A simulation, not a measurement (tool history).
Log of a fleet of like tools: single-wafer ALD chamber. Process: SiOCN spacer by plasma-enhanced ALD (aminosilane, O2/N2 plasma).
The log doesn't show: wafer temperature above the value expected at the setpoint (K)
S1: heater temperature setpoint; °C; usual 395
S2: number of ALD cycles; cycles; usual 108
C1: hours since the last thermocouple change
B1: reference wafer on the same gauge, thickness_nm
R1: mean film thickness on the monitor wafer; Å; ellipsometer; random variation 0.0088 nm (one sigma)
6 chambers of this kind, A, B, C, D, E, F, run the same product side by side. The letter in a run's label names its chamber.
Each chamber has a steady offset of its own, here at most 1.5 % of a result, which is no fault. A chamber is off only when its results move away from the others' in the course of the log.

run 1C hour=6.4 | S1=395 S2=108 | C1=1521.5 | B1=5.9219 | R1=65.684
run 2B hour=20.2 | S1=395 S2=108 | C1=407.6 | B1=5.9236 | R1=65.942
run 3A hour=33.3 | S1=395 S2=108 | C1=787.8 | B1=5.922 | R1=65.45
run 4D hour=39.4 | S1=395 S2=108 | C1=756.1 | B1=5.9242 | R1=65.046
run 5E hour=48 | S1=395 S2=108 | C1=1331.9 | B1=5.9222 | R1=64.379
run 6F hour=61.1 | S1=395 S2=108 | C1=829.2 | B1=5.9252 | R1=65.732
run 7E hour=69 | S1=395 S2=108 | C1=1352.9 | B1=5.9271 | R1=64.439
run 8B hour=75.8 | S1=395 S2=108 | C1=463.2 | B1=5.9248 | R1=66.022
run 9D hour=87.6 | S1=381 S2=108 | C1=804.3 | B1=5.9267 | R1=65.164
run 10A hour=98.4 | S1=381 S2=108 | C1=852.9 | B1=5.9288 | R1=65.785
run 11F hour=108.4 | S1=381 S2=108 | C1=876.5 | B1=5.9325 | R1=65.634
run 12C hour=114.3 | S1=381 S2=108 | C1=1629.4 | B1=5.9301 | R1=65.599
run 13B hour=120.6 | S1=381 S2=108 | C1=508 | B1=5.9303 | R1=66.103
run 14E hour=134.1 | S1=381 S2=108 | C1=1418 | B1=5.932 | R1=64.417
run 15A hour=140.3 | S1=395 S2=108 | C1=894.8 | B1=5.9313 | R1=65.619
run 16F hour=149.3 | S1=395 S2=108 | C1=917.4 | B1=5.9337 | R1=65.717
run 17C hour=161.1 | S1=395 S2=108 | C1=1676.2 | B1=5.9347 | R1=65.847
run 18D hour=168.8 | S1=395 S2=108 | C1=885.5 | B1=5.9336 | R1=65.113
run 19F hour=180 | S1=395 S2=108 | C1=948.1 | B1=5.9356 | R1=65.799
run 20B hour=191.9 | S1=395 S2=108 | C1=579.3 | B1=5.9377 | R1=65.953
run 21A hour=201.3 | S1=395 S2=108 | C1=955.8 | B1=5.9393 | R1=65.658
run 22E hour=214.1 | S1=395 S2=129 | C1=1498 | B1=5.936 | R1=77.256
run 23D hour=221.8 | S1=395 S2=129 | C1=938.5 | B1=5.9394 | R1=77.924
run 24C hour=232.3 | S1=395 S2=129 | C1=1747.4 | B1=5.9409 | R1=78.707
run 25C hour=239.5 | S1=395 S2=129 | C1=1754.6 | B1=5.941 | R1=78.569
run 26A hour=252.3 | S1=395 S2=129 | C1=1006.8 | B1=5.9413 | R1=78.344
run 27F hour=258.5 | S1=395 S2=129 | C1=1026.6 | B1=5.9436 | R1=78.544
run 28D hour=269.4 | S1=395 S2=108 | C1=986.1 | B1=5.9428 | R1=65.191
run 29E hour=283 | S1=406 S2=87 | C1=1566.9 | B1=5.9428 | R1=50.734
run 30B hour=289.1 | S1=406 S2=87 | C1=676.5 | B1=5.9432 | R1=52.259
run 31D hour=296 | S1=406 S2=87 | C1=1012.7 | B1=5.946 | R1=51.669
run 32C hour=304.8 | S1=406 S2=87 | C1=1819.9 | B1=5.9448 | R1=52.219
run 33A hour=316.9 | S1=406 S2=87 | C1=1071.4 | B1=5.9481 | R1=51.978
run 34B hour=326 | S1=406 S2=87 | C1=713.4 | B1=5.9485 | R1=52.472
run 35F hour=334.9 | S1=395 S2=108 | C1=1103 | B1=5.9509 | R1=66.026
run 36E hour=342 | S1=395 S2=108 | C1=1625.9 | B1=5.9485 | R1=64.663
run 37E hour=348.3 | S1=395 S2=108 | C1=1632.2 | B1=5.949 | R1=64.69
run 38B hour=359.7 | S1=395 S2=108 | C1=747.1 | B1=5.9495 | R1=66.318
run 39F hour=369.5 | S1=395 S2=108 | C1=1137.6 | B1=5.9505 | R1=65.87

What goes on in this fleet: one chamber off, a drifting gauge, or nothing beyond the chambers' own small offsets? Name the chamber and the cause, if any.

The gauge drifts, so all chambers seem to drift together. No chamber is off.
Cause: gauge reads high (%) = 0.554.

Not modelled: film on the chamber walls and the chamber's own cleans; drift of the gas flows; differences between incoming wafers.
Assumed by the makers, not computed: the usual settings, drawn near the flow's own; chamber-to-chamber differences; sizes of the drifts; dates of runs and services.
